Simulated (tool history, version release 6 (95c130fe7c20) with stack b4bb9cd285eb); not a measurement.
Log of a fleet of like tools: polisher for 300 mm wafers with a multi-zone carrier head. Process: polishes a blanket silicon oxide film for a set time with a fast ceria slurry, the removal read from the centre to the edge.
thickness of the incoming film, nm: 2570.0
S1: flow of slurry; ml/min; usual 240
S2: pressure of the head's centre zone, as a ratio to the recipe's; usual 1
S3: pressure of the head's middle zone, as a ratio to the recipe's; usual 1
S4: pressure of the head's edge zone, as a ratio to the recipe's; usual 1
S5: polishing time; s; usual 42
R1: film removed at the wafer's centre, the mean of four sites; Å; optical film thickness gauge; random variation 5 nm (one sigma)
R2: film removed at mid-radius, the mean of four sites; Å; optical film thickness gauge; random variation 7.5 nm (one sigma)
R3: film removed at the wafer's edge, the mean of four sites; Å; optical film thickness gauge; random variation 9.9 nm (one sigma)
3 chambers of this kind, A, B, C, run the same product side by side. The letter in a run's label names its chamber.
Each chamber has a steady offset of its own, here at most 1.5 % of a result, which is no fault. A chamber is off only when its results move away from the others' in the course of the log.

At hour 1.6: chamber B: slurry nozzle cleaned.
Run 1A, hour 8.6: usual settings. Result: R1 6831.2 Å, R2 6873.9 Å, R3 6898.6 Å.
Run 2C, hour 17.3: usual settings. Result: R1 6824.3 Å, R2 6851.3 Å, R3 6902.4 Å.
At hour 23: chamber B: worn pad replaced by a new one.
Run 3B, hour 23.5: usual settings. Result: R1 6845.9 Å, R2 7007.8 Å, R3 6690.1 Å.
Run 4B, hour 31.8: usual settings. Result: R1 6876.1 Å, R2 6991.3 Å, R3 6862.2 Å.
Run 5C, hour 37.4: usual settings. Result: R1 6906.1 Å, R2 6780.5 Å, R3 6967.7 Å.
Run 6A, hour 47.9: usual settings. Result: R1 6880.9 Å, R2 6773.7 Å, R3 6791.8 Å.
Run 7C, hour 58: usual settings. Result: R1 6874.6 Å, R2 6831.2 Å, R3 6937.5 Å.
Run 8B, hour 64: usual settings. Result: R1 6900.4 Å, R2 6990.4 Å, R3 6860 Å.
Run 9A, hour 69.4: usual settings but S1 290 ml/min, S4 0.92. Result: R1 6977.6 Å, R2 6902.4 Å, R3 6729.3 Å.
Run 10B, hour 75: usual settings but S1 290 ml/min, S4 0.92. Result: R1 7009.5 Å, R2 7120.2 Å, R3 6846.4 Å.
At hour 85.4: chamber C: worn pad replaced by a new one.
Run 11A, hour 85.7: usual settings but S1 290 ml/min, S4 0.92. Result: R1 6946.7 Å, R2 6853.1 Å, R3 6647.5 Å.
Run 12C, hour 93.5: usual settings. Result: R1 6978.3 Å, R2 6944.7 Å, R3 6896.9 Å.
Run 13B, hour 102.8: usual settings. Result: R1 6888.5 Å, R2 6914.2 Å, R3 6996.1 Å.
Run 14C, hour 112.9: usual settings. Result: R1 7048 Å, R2 6740.7 Å, R3 6851.5 Å.
Run 15A, hour 119.6: usual settings. Result: R1 6687.9 Å, R2 6734.3 Å, R3 6908.4 Å.
Run 16C, hour 129.2: usual settings. Result: R1 6974.8 Å, R2 6879.1 Å, R3 7028.1 Å.
Run 17A, hour 138.3: usual settings. Result: R1 6665.6 Å, R2 6696.9 Å, R3 6668.4 Å.
Run 18B, hour 146.7: usual settings. Result: R1 6846.9 Å, R2 7096 Å, R3 6719.9 Å.
At hour 147.4: chamber C: edge zone pressure recalibrated.
Run 19B, hour 156.2: usual settings. Result: R1 6825.4 Å, R2 6920.5 Å, R3 6837.2 Å.
Run 20A, hour 162: usual settings. Result: R1 6618.7 Å, R2 6713.9 Å, R3 6801.1 Å.
Run 21C, hour 170.4: usual settings. Result: R1 6838.3 Å, R2 6791.8 Å, R3 6875.5 Å.
At hour 172.8: chamber C: worn pad replaced by a new one.
Run 22B, hour 176.1: usual settings. Result: R1 6897.7 Å, R2 6992.2 Å, R3 6924.1 Å.
Run 23C, hour 182.2: usual settings. Result: R1 6992.9 Å, R2 6904.5 Å, R3 6785.1 Å.
Run 24A, hour 192.4: usual settings. Result: R1 6660.8 Å, R2 6633.2 Å, R3 6574 Å.
At hour 195.3: chamber C: centre zone pressure recalibrated.
At hour 198.3: chamber B: worn pad replaced by a new one.
Run 25B, hour 202.6: usual settings. Result: R1 6929.8 Å, R2 6903.6 Å, R3 6986.3 Å.
Run 26C, hour 207.4: usual settings. Result: R1 6948.1 Å, R2 6747.1 Å, R3 6943.3 Å.
Run 27A, hour 213: usual settings. Result: R1 6551.9 Å, R2 6698.3 Å, R3 6602.7 Å.
Run 28B, hour 221.7: usual settings. Result: R1 6837.4 Å, R2 7050.9 Å, R3 6906.1 Å.
Run 29C, hour 230.6: usual settings but S1 170 ml/min, S3 1.07. Result: R1 6593.1 Å, R2 6899.3 Å, R3 6725.3 Å.
Run 30A, hour 240.8: usual settings but S1 170 ml/min, S3 1.07. Result: R1 6171.9 Å, R2 6686.2 Å, R3 6234.1 Å.
Run 31B, hour 248.7: usual settings but S1 170 ml/min, S3 1.07. Result: R1 6471.6 Å, R2 7150.9 Å, R3 6506.2 Å.
At hour 253: chamber C: worn pad replaced by a new one.
Run 32A, hour 253.7: usual settings. Result: R1 6485.2 Å, R2 6520.5 Å, R3 6438.3 Å.
At hour 255.2: chamber C: slurry nozzle cleaned.
Run 33C, hour 261.9: usual settings. Result: R1 7026.1 Å, R2 6770.5 Å, R3 6952.8 Å.
Run 34B, hour 267.9: usual settings. Result: R1 6828.8 Å, R2 7081.5 Å, R3 6892.1 Å.
At hour 270.9: chamber B: centre zone pressure recalibrated.
Run 35A, hour 272.6: usual settings. Result: R1 6552.5 Å, R2 6468.7 Å, R3 6344.2 Å.
Run 36C, hour 279.6: usual settings. Result: R1 6858.5 Å, R2 6803.4 Å, R3 6899.1 Å.
Run 37A, hour 287.8: usual settings. Result: R1 6497.8 Å, R2 6519.6 Å, R3 6486.1 Å.
Run 38B, hour 296.2: usual settings but S1 320 ml/min, S3 1.05. Result: R1 7121.5 Å, R2 7619.1 Å, R3 7090.4 Å.
Run 39C, hour 306.7: usual settings but S1 320 ml/min, S3 1.05. Result: R1 7155.5 Å, R2 7354.4 Å, R3 7073.6 Å.

All 3 chambers run these settings next. Forecast each chamber's results:
Run 40A, hour 314.4: usual settings but S5 28 s. Result: R1 ?, R2 ?, R3 ?.
Run 40B, hour 314.4: usual settings but S5 28 s. Result: R1 ?, R2 ?, R3 ?.
Run 40C, hour 314.4: usual settings but S5 28 s. Result: R1 ?, R2 ?, R3 ?.

run      R1      R2      R3
40A  4325.6    4288  4186.6
40B  4549.9  4625.8  4763.3
40C    4580  4469.9  4520.2
